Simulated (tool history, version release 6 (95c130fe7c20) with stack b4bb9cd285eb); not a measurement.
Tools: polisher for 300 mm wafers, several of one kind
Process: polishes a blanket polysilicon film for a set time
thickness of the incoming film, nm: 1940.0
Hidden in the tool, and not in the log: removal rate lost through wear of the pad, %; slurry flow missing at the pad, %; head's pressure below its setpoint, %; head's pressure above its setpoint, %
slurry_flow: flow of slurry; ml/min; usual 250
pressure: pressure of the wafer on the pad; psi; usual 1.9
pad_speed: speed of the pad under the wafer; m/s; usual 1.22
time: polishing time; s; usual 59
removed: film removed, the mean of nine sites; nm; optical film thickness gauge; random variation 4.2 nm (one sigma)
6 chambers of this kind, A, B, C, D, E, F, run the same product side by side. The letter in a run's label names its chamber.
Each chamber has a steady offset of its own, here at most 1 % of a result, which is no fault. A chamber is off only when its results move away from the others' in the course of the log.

run,hour,slurry_flow,pressure,pad_speed,time,wafers polished on this pad,hours since the slurry nozzle was cleaned,hours since the head pressure was calibrated,removed
# hour 0.2: chamber D: worn pad replaced by a new one
1A,9,250,1.9,1.22,59,1251,153.7,116.2,369.63
2B,14,250,1.9,1.22,59,634,329.4,58.7,367.69
# hour 15.6: chamber A: worn pad replaced by a new one
3C,18.1,250,1.9,1.22,59,297,372.8,352,366.28
# hour 22: chamber B: slurry nozzle cleaned
4F,26.4,250,1.9,1.22,59,1039,453.2,1177.6,372.33
# hour 32.3: chamber B: worn pad replaced by a new one
5E,34.9,250,1.9,1.22,59,641,65.8,757.1,373
6D,43.4,250,1.9,1.22,59,618,63.9,568.5,365.93
# hour 45.1: chamber F: worn pad replaced by a new one
7D,49.2,250,1.9,1.22,59,701,69.7,574.3,363.19
# hour 56.6: chamber D: worn pad replaced by a new one
8E,57.4,195,1.9,1.22,73,962,88.3,779.6,448.82
9C,63.7,195,1.9,1.22,73,949,418.4,397.6,449.89
10F,69.9,195,1.9,1.22,73,354,496.7,1221.1,446.54
# hour 74.9: chamber F: head pressure recalibrated
11A,77,195,1.9,1.22,73,878,221.7,184.2,443
# hour 78.3: chamber E: worn pad replaced by a new one
12B,84.4,195,1.9,1.22,73,745,62.4,129.1,440.06
# hour 84.6: chamber C: worn pad replaced by a new one
# hour 89: chamber B: worn pad replaced by a new one
13C,90.2,195,1.9,1.22,73,81,444.9,424.1,440.57
14F,97.3,250,1.9,1.22,59,746,524.1,22.4,378.68
15B,101.8,250,1.9,1.62,51,183,79.8,146.5,424.65
16A,109.8,250,1.9,1.62,51,1346,254.5,217,429.67
# hour 113: chamber A: worn pad replaced by a new one
17D,114.6,250,1.9,1.62,51,828,135.1,639.7,421.82
# hour 115.2: chamber D: worn pad replaced by a new one
# hour 122.6: chamber F: worn pad replaced by a new one
18E,122.9,250,1.9,1.62,51,638,153.8,845.1,426.82
19A,127.8,250,1.9,1.62,51,212,272.5,235,419.68
20F,133.2,250,1.9,1.62,51,152,560,58.3,429.92
21B,137.8,250,1.9,1.22,59,697,115.8,182.5,366.37
# hour 142.3: chamber B: worn pad replaced by a new one
22D,145.1,250,1.9,1.22,59,427,165.6,670.2,372.73
# hour 151.8: chamber C: worn pad replaced by a new one
23E,152.2,250,1.9,1.22,59,1057,183.1,874.4,364.79
24C,159.9,250,1.9,1.22,59,116,514.6,493.8,367.02
# hour 167.5: chamber D: head pressure recalibrated
25E,168.6,250,1.9,1.22,59,1291,199.5,890.8,373.5
26B,174.9,250,1.9,1.62,59,466,152.9,219.6,485.64
# hour 177.8: chamber D: worn pad replaced by a new one
# hour 178.9: chamber E: worn pad replaced by a new one
27C,184,250,1.9,1.62,59,461,538.7,517.9,489.02
28F,189.3,250,1.9,1.62,59,953,616.1,114.4,498.51
# hour 193.6: chamber A: worn pad replaced by a new one
29D,196.7,250,1.9,1.62,59,270,217.2,29.2,488
# hour 200.7: chamber B: worn pad replaced by a new one
# hour 203.4: chamber F: worn pad replaced by a new one
30A,205.7,250,1.9,1.62,59,173,350.4,312.9,485.75
31F,213.3,250,1.9,1.62,59,141,640.1,138.4,498.73
# hour 217.2: chamber C: worn pad replaced by a new one
32E,222,250,1.9,1.22,59,616,252.9,944.2,368.29
33A,230.4,250,1.9,1.22,59,526,375.1,337.6,369.45
# hour 234.8: chamber D: worn pad replaced by a new one
34C,235.1,250,1.9,1.22,59,256,589.8,569,369.88
35D,242.2,250,1.9,1.22,59,106,262.7,74.7,360.94
36B,251.4,250,1.9,1.22,59,725,229.4,296.1,367.84
37F,259.3,250,1.9,1.22,59,798,686.1,184.4,374.34
38D,263.4,250,1.9,1.22,59,409,283.9,95.9,366.12

All 6 chambers run these settings next. Forecast each chamber's results:
39A,270.2,250,1.9,1.22,79,,,,?
39B,270.2,250,1.9,1.22,79,,,,?
39C,270.2,250,1.9,1.22,79,,,,?
39D,270.2,250,1.9,1.22,79,,,,?
39E,270.2,250,1.9,1.22,79,,,,?
39F,270.2,250,1.9,1.22,79,,,,?

run,removed
39A,490.62
39B,484.99
39C,496.74
39D,494
39E,496.77
39F,505.4

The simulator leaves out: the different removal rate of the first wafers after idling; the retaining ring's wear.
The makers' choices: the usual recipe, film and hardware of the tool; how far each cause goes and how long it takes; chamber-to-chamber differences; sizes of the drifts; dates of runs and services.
